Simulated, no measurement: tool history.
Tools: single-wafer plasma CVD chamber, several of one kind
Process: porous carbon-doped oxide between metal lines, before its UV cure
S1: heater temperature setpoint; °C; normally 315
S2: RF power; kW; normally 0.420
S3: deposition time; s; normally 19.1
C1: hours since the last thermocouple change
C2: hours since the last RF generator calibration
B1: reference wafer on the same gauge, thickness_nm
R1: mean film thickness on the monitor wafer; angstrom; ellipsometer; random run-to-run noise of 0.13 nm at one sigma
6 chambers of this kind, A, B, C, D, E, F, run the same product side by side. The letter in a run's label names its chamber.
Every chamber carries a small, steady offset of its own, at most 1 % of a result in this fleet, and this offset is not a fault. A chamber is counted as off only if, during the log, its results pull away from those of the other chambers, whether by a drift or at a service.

run   hour   S1     S2    S3      C1      C2      B1       R1
       2.2  -- chamber E: RF generator calibrated
 1E   13.3  315  0.420  19.1   415.1    11.1  89.802   846.64
 2B   21.5  315  0.420  19.1   453.7    32.9  89.775   850.65
 3D   33.9  315  0.420  19.1  1070.3   515.8  89.767   843.85
 4C   42.9  315  0.420  19.1   844.4   171.8  89.739   849.07
 5A   57.2  315  0.420  19.1   925.6   724.7  89.706   848.44
      57.7  -- chamber D: thermocouple changed; heater temperature recalibrated
 6F   65.2  315  0.420  16.8   643.6  2132.8  89.707   749.34
 7A   72.9  315  0.420  16.8   941.3   740.4  89.685   752.24
 8C   80.2  315  0.420  16.8   881.7   209.1  89.688   749.43
 9E   88.5  315  0.420  16.8   490.3    86.3  89.744   748.79
10D   97.5  315  0.420  16.8    39.8   579.4  89.675   745.86
11F  106.2  315  0.420  16.8   684.6  2173.8  89.662   749.62
12B  114.3  315  0.420  19.1   546.5   125.7  89.684   846.83
13F  122.5  315  0.365  19.1   700.9  2190.1  89.686   757.13
14A  131.8  315  0.365  19.1  1000.2   799.3  89.655   763.16
15C  145.7  315  0.365  19.1   947.2   274.6  89.604   758.74
16D  160.6  315  0.365  19.1   102.9   642.5  89.618   749.56
17E  172.5  315  0.365  19.1   574.3   170.3  89.582   756.29
18B  186.9  315  0.365  19.1   619.1   198.3  89.597   756.67
19E  196.4  315  0.420  19.1   598.2   194.2  89.535   844.41
20D  205.7  315  0.420  19.1   148.0   687.6  89.512   842.53
21F  217.2  315  0.420  19.1   795.6  2284.8  89.545   845.71
22C  228.7  315  0.455  22.3  1030.2   357.6  89.487  1049.40
23B  241.4  315  0.455  22.3   673.6   252.8  89.488  1047.50
24A  256.8  315  0.455  22.3  1125.2   924.3  89.496  1042.20
25D  271.5  315  0.455  22.3   213.8   753.4  89.492  1038.30
     280.5  -- chamber F: RF generator calibrated
26E  282.7  315  0.455  22.3   684.5   280.5  89.443  1047.70
27B  296.0  315  0.455  22.3   728.2   307.4  89.445  1049.00
28F  306.1  315  0.500  21.5   884.5    25.7  89.412  1074.20
29A  313.4  315  0.500  21.5  1181.8   980.9  89.447  1073.60
30C  320.7  315  0.500  21.5  1122.2   449.6  89.378  1076.40
31B  332.1  315  0.500  21.5   764.3   343.5  89.363  1074.80
32A  343.5  315  0.500  21.5  1211.9  1011.0  89.353  1071.50
33E  356.9  315  0.500  21.5   758.7   354.7  89.398  1070.30
34C  366.3  315  0.420  19.1  1167.8   495.2  89.385   847.76
     369.6  -- chamber A: thermocouple changed; heater temperature recalibrated
35F  375.5  315  0.420  19.1   953.9    95.1  89.383   845.71
36D  386.7  315  0.420  19.1   329.0   868.6  89.331   838.93
37E  395.5  315  0.420  19.1   797.3   393.3  89.331   841.57
38F  403.0  315  0.420  19.1   981.4   122.6  89.305   845.54
39A  416.7  315  0.500  19.1    47.2  1084.2  89.310   959.69
40B  427.6  315  0.500  19.1   859.8   439.0  89.263   957.20
41C  439.4  315  0.500  19.1  1240.9   568.3  89.262   957.58
42D  449.0  315  0.500  19.1   391.3   930.9  89.270   952.35
43C  462.6  315  0.500  19.1  1264.1   591.5  89.214   959.48
44E  477.3  315  0.500  19.1   879.1   475.1  89.217   955.11

All 6 chambers run these settings next. Forecast each chamber's results:
45A  488.6  315  0.420  22.5               ?
45B  488.6  315  0.420  22.5               ?
45C  488.6  315  0.420  22.5               ?
45D  488.6  315  0.420  22.5               ?
45E  488.6  315  0.420  22.5               ?
45F  488.6  315  0.420  22.5               ?

run      R1
45A  989.46
45B  989.07
45C  986.57
45D  979.26
45E  986.19
45F  988.09
